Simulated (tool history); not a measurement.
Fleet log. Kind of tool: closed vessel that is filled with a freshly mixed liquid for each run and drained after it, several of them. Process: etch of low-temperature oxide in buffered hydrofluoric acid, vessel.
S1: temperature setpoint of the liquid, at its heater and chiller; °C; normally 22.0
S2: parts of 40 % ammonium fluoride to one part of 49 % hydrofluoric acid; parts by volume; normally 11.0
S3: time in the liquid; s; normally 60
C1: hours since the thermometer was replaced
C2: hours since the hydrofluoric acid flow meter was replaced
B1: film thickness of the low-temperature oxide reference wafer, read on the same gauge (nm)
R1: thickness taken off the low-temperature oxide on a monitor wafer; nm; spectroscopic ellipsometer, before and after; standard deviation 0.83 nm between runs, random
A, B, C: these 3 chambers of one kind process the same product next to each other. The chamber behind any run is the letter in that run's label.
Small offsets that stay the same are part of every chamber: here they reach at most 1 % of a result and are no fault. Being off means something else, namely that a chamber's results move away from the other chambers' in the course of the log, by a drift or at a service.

run     day    S1    S2  S3      C1      C2      B1       R1
 1A   0.546  22.0  11.0  60  2889.1   371.1  150.00  151.270
 2C   0.871  22.0  11.0  60   488.5   507.6  149.98  149.380
 3B   1.404  22.0  11.0  60   336.7  1195.1  150.04  151.590
 4C   1.838  22.0  11.0  60   511.7   530.8  150.00  150.670
 5A   2.446  22.0  11.0  60  2934.7   416.7  150.07  151.140
 6B   2.733  25.5  15.0  60   368.6  1227.0  150.02  136.740
 7B   3.371  25.5  15.0  60   383.9  1242.3  150.01  137.880
 8C   3.829  25.5  15.0  60   559.5   578.6  149.97  134.000
 9A   4.142  22.0  11.0  60  2975.4   457.4  149.99  152.140
10B   4.512  22.0  11.0  60   411.3  1269.7  149.98  152.210
11A   4.950  22.0  11.0  60  2994.8   476.8  149.98  151.360
12C   5.375  22.0  11.0  60   596.6   615.7  150.02  150.290
13A   5.950  22.0  14.0  60  3018.8   500.8  150.04  120.510
      6.508  -- chamber A: thermometer replaced
14B   6.529  22.0  14.0  60   459.7  1318.1  149.98  121.410
15C   6.829  22.0  14.0  60   631.5   650.6  150.05  119.580
16B   7.188  22.0  11.0  60   475.5  1333.9  150.02  153.150
17C   7.512  22.0  11.0  60   647.9   667.0  149.99  147.980
18A   8.071  22.0  11.0  60    37.6   551.7  150.00  150.560
19C   8.696  22.0  11.0  60   676.3   695.4  150.00  150.480
20B   9.104  22.0  11.0  60   521.5  1379.9  149.97  152.810
21A   9.504  22.0  11.0  60    72.0   586.1  150.04  153.300
22B  10.096  22.0  11.0  60   545.3  1403.7  150.01  152.530
23A  10.517  22.0  11.0  60    96.3   610.4  149.95  151.290
24C  11.112  22.0  11.0  60   734.3   753.4  149.96  149.730
25A  11.733  22.0  11.0  60   125.5   639.6  150.00  150.520
26C  12.162  22.0  11.0  60   759.5   778.6  149.99  151.240
27B  12.696  22.0  11.0  60   607.7  1466.1  150.00  149.830
28A  13.062  22.0  11.0  60   157.4   671.5  149.99  151.640
29C  13.558  24.5  11.0  30   793.0   812.1  149.98   85.921
30B  14.150  24.5  11.0  30   642.6  1501.0  149.96   85.618
31C  14.521  24.5  11.0  30   816.1   835.2  150.03   86.660
32B  14.833  22.0  11.0  60   659.0  1517.4  150.03  148.460
33A  15.204  22.0  11.0  60   208.8   722.9  149.99  151.360
34C  15.546  22.0  11.0  60   840.7   859.8  150.01  151.110
     15.675  -- chamber A: hydrofluoric acid flow meter replaced
35A  15.896  22.0  11.0  60   225.4     5.3  149.95  151.270
36B  16.425  22.0  11.0  60   697.2  1555.6  149.96  147.940
37B  16.983  22.0  11.0  60   710.6  1569.0  150.03  145.750
38C  17.296  22.0  11.0  60   882.7   901.8  149.96  147.900
39A  17.683  22.0  11.0  60   268.3    48.2  150.00  152.160
40A  18.117  22.0  11.0  60   278.7    58.6  149.95  152.830
41C  18.517  22.0  11.0  60   912.0   931.1  149.92  148.620
42B  19.008  22.0  11.0  60   759.2  1617.6  149.98  145.200

Each of the 3 chambers runs these same settings next. Fill in every chamber's results:
43A  19.467  22.0  12.5  60               ?
43B  19.467  22.0  12.5  60               ?
43C  19.467  22.0  12.5  60               ?

run       R1
43A  132.940
43B  129.010
43C  132.720

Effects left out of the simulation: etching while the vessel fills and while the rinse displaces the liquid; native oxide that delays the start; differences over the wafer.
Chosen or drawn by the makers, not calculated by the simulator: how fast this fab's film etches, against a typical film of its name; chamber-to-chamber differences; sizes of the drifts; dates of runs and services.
